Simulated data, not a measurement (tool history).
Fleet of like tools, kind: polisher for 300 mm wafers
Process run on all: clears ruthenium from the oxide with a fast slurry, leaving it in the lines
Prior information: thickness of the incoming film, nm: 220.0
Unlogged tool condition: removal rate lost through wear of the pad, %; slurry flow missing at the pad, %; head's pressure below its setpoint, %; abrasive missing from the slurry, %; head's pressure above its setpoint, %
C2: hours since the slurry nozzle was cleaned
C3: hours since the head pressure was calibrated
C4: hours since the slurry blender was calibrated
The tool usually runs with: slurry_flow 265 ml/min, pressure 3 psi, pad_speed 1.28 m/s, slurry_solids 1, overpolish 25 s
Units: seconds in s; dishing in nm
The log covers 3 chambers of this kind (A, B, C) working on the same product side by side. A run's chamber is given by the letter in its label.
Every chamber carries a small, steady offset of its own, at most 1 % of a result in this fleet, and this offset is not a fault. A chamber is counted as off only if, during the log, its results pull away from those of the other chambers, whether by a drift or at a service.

{"hour": 0.4, "done": "chamber B: worn pad replaced by a new one"}
{"hour": 6.5, "done": "chamber C: head pressure recalibrated"}
{"run": "1B", "hour": 6.9, "slurry_flow": 265, "pressure": 3, "pad_speed": 1.28, "slurry_solids": 1, "overpolish": 25, "wafers polished on this pad": 90, "C2": 200.3, "C3": 427.3, "C4": 59.2, "seconds": 39.899, "dishing": 59.802}
{"run": "2A", "hour": 13.8, "slurry_flow": 265, "pressure": 3, "pad_speed": 1.28, "slurry_solids": 1, "overpolish": 25, "wafers polished on this pad": 1547, "C2": 147.1, "C3": 396.6, "C4": 15.4, "seconds": 39.806, "dishing": 60.176}
{"run": "3C", "hour": 18.2, "slurry_flow": 265, "pressure": 3, "pad_speed": 1.28, "slurry_solids": 1, "overpolish": 25, "wafers polished on this pad": 715, "C2": 177.8, "C3": 11.8, "C4": 135.4, "seconds": 40.381, "dishing": 59.966}
{"hour": 20.8, "done": "chamber A: worn pad replaced by a new one"}
{"run": "4B", "hour": 26.0, "slurry_flow": 265, "pressure": 3, "pad_speed": 1.28, "slurry_solids": 1, "overpolish": 25, "wafers polished on this pad": 354, "C2": 219.4, "C3": 446.4, "C4": 78.3, "seconds": 39.529, "dishing": 59.761}
{"run": "5C", "hour": 32.3, "slurry_flow": 265, "pressure": 3, "pad_speed": 1.28, "slurry_solids": 1, "overpolish": 25, "wafers polished on this pad": 910, "C2": 191.9, "C3": 25.9, "C4": 149.5, "seconds": 40.796, "dishing": 58.842}
{"hour": 38.8, "done": "chamber C: worn pad replaced by a new one"}
{"run": "6A", "hour": 39.7, "slurry_flow": 265, "pressure": 3, "pad_speed": 1.28, "slurry_solids": 1, "overpolish": 25, "wafers polished on this pad": 262, "C2": 173, "C3": 422.5, "C4": 41.3, "seconds": 39.056, "dishing": 57.132}
{"run": "7C", "hour": 47.9, "slurry_flow": 265, "pressure": 3, "pad_speed": 1.28, "slurry_solids": 1, "overpolish": 25, "wafers polished on this pad": 126, "C2": 207.5, "C3": 41.5, "C4": 165.1, "seconds": 40.319, "dishing": 58.974}
{"run": "8B", "hour": 54.7, "slurry_flow": 265, "pressure": 3, "pad_speed": 1.66, "slurry_solids": 1, "overpolish": 14, "wafers polished on this pad": 751, "C2": 248.1, "C3": 475.1, "C4": 107, "seconds": 31.539, "dishing": 50.416}
{"run": "9A", "hour": 59.3, "slurry_flow": 265, "pressure": 3, "pad_speed": 1.66, "slurry_solids": 1, "overpolish": 14, "wafers polished on this pad": 533, "C2": 192.6, "C3": 442.1, "C4": 60.9, "seconds": 31.782, "dishing": 50.376}
{"run": "10A", "hour": 65.6, "slurry_flow": 265, "pressure": 3, "pad_speed": 1.66, "slurry_solids": 1, "overpolish": 14, "wafers polished on this pad": 621, "C2": 198.9, "C3": 448.4, "C4": 67.2, "seconds": 31.283, "dishing": 51.528}
{"run": "11B", "hour": 71.2, "slurry_flow": 265, "pressure": 3.7, "pad_speed": 1.28, "slurry_solids": 1, "overpolish": 25, "wafers polished on this pad": 979, "C2": 264.6, "C3": 491.6, "C4": 123.5, "seconds": 32.433, "dishing": 63.547}
{"run": "12C", "hour": 75.4, "slurry_flow": 265, "pressure": 3.7, "pad_speed": 1.28, "slurry_solids": 1, "overpolish": 25, "wafers polished on this pad": 507, "C2": 235, "C3": 69, "C4": 192.6, "seconds": 32.602, "dishing": 65.747}
{"hour": 80.4, "done": "chamber A: slurry nozzle cleaned"}
{"run": "13A", "hour": 83.4, "slurry_flow": 265, "pressure": 3.7, "pad_speed": 1.28, "slurry_solids": 1, "overpolish": 25, "wafers polished on this pad": 867, "C2": 3.1, "C3": 466.2, "C4": 85, "seconds": 33.72, "dishing": 61.484}
{"run": "14C", "hour": 88.6, "slurry_flow": 265, "pressure": 3, "pad_speed": 1.28, "slurry_solids": 1, "overpolish": 25, "wafers polished on this pad": 689, "C2": 248.2, "C3": 82.2, "C4": 205.8, "seconds": 40.984, "dishing": 62.333}
{"run": "15B", "hour": 95.0, "slurry_flow": 265, "pressure": 3, "pad_speed": 1.28, "slurry_solids": 1, "overpolish": 25, "wafers polished on this pad": 1309, "C2": 288.4, "C3": 515.4, "C4": 147.3, "seconds": 39.032, "dishing": 59.037}
{"hour": 97.2, "done": "chamber B: worn pad replaced by a new one"}
{"hour": 101.8, "done": "chamber B: slurry blender recalibrated"}
{"run": "16A", "hour": 102.9, "slurry_flow": 265, "pressure": 3, "pad_speed": 1.28, "slurry_solids": 1, "overpolish": 25, "wafers polished on this pad": 1137, "C2": 22.6, "C3": 485.7, "C4": 104.5, "seconds": 42.409, "dishing": 55.094}
{"run": "17C", "hour": 109.2, "slurry_flow": 265, "pressure": 3, "pad_speed": 1.28, "slurry_solids": 1, "overpolish": 25, "wafers polished on this pad": 974, "C2": 268.8, "C3": 102.8, "C4": 226.4, "seconds": 39.901, "dishing": 61.811}
{"run": "18B", "hour": 116.9, "slurry_flow": 265, "pressure": 2.2, "pad_speed": 1.28, "slurry_solids": 0.75, "overpolish": 25, "wafers polished on this pad": 273, "C2": 310.3, "C3": 537.3, "C4": 15.1, "seconds": 62.214, "dishing": 47.135}
{"hour": 117.1, "done": "chamber B: head pressure recalibrated"}
{"hour": 118.7, "done": "chamber C: worn pad replaced by a new one"}
{"run": "19B", "hour": 123.1, "slurry_flow": 265, "pressure": 2.2, "pad_speed": 1.28, "slurry_solids": 0.75, "overpolish": 25, "wafers polished on this pad": 359, "C2": 316.5, "C3": 6, "C4": 21.3, "seconds": 62.558, "dishing": 48.177}
{"run": "20C", "hour": 132.4, "slurry_flow": 265, "pressure": 2.2, "pad_speed": 1.28, "slurry_solids": 0.75, "overpolish": 25, "wafers polished on this pad": 189, "C2": 292, "C3": 126, "C4": 249.6, "seconds": 63.376, "dishing": 47.751}
{"hour": 132.6, "done": "chamber A: worn pad replaced by a new one"}
{"run": "21A", "hour": 137.7, "slurry_flow": 265, "pressure": 3, "pad_speed": 1.28, "slurry_solids": 1, "overpolish": 25, "wafers polished on this pad": 71, "C2": 57.4, "C3": 520.5, "C4": 139.3, "seconds": 44.093, "dishing": 55.687}

Is one chamber off against the others, does the gauge drift, or is nothing wrong? If a chamber is off, say which, and what the likeliest cause is.

It is chamber A that slowly wanders off from its peers.
Cause: head's pressure below its setpoint, % = 12.8.
It could be hard to tell apart here from: abrasive missing from the slurry, %.

Here are 4 candidates for chamber A's next run, each the usual settings with a change, their results left as question marks. Which one brings its results back in line with what the others give on the usual settings?
In-line tolerance around the mean of the other chambers on the usual settings: seconds 1.7 s; dishing 5.1 nm
{"run": "22A-1", "hour": 144.7, "slurry_flow": 265, "pressure": 3.2, "pad_speed": 1.36, "slurry_solids": 1, "overpolish": 25, "seconds": "?", "dishing": "?"}
{"run": "22A-2", "hour": 144.7, "slurry_flow": 265, "pressure": 3.1, "pad_speed": 1.32, "slurry_solids": 1, "overpolish": 25, "seconds": "?", "dishing": "?"}
{"run": "22A-3", "hour": 144.7, "slurry_flow": 265, "pressure": 2.9, "pad_speed": 1.24, "slurry_solids": 1, "overpolish": 25, "seconds": "?", "dishing": "?"}
{"run": "22A-4", "hour": 144.7, "slurry_flow": 265, "pressure": 2.8, "pad_speed": 1.2, "slurry_solids": 1, "overpolish": 25, "seconds": "?", "dishing": "?"}

Other chambers, usual settings, mean: seconds 40.073 s; dishing 59.935 nm
run=22A-1 seconds=40.383 dishing=59.719
run=22A-2 seconds=42.931 dishing=58.284
run=22A-3 seconds=48.807 dishing=55.116
run=22A-4 seconds=52.209 dishing=53.383
It is 22A-1 that realigns the chamber with its peers.
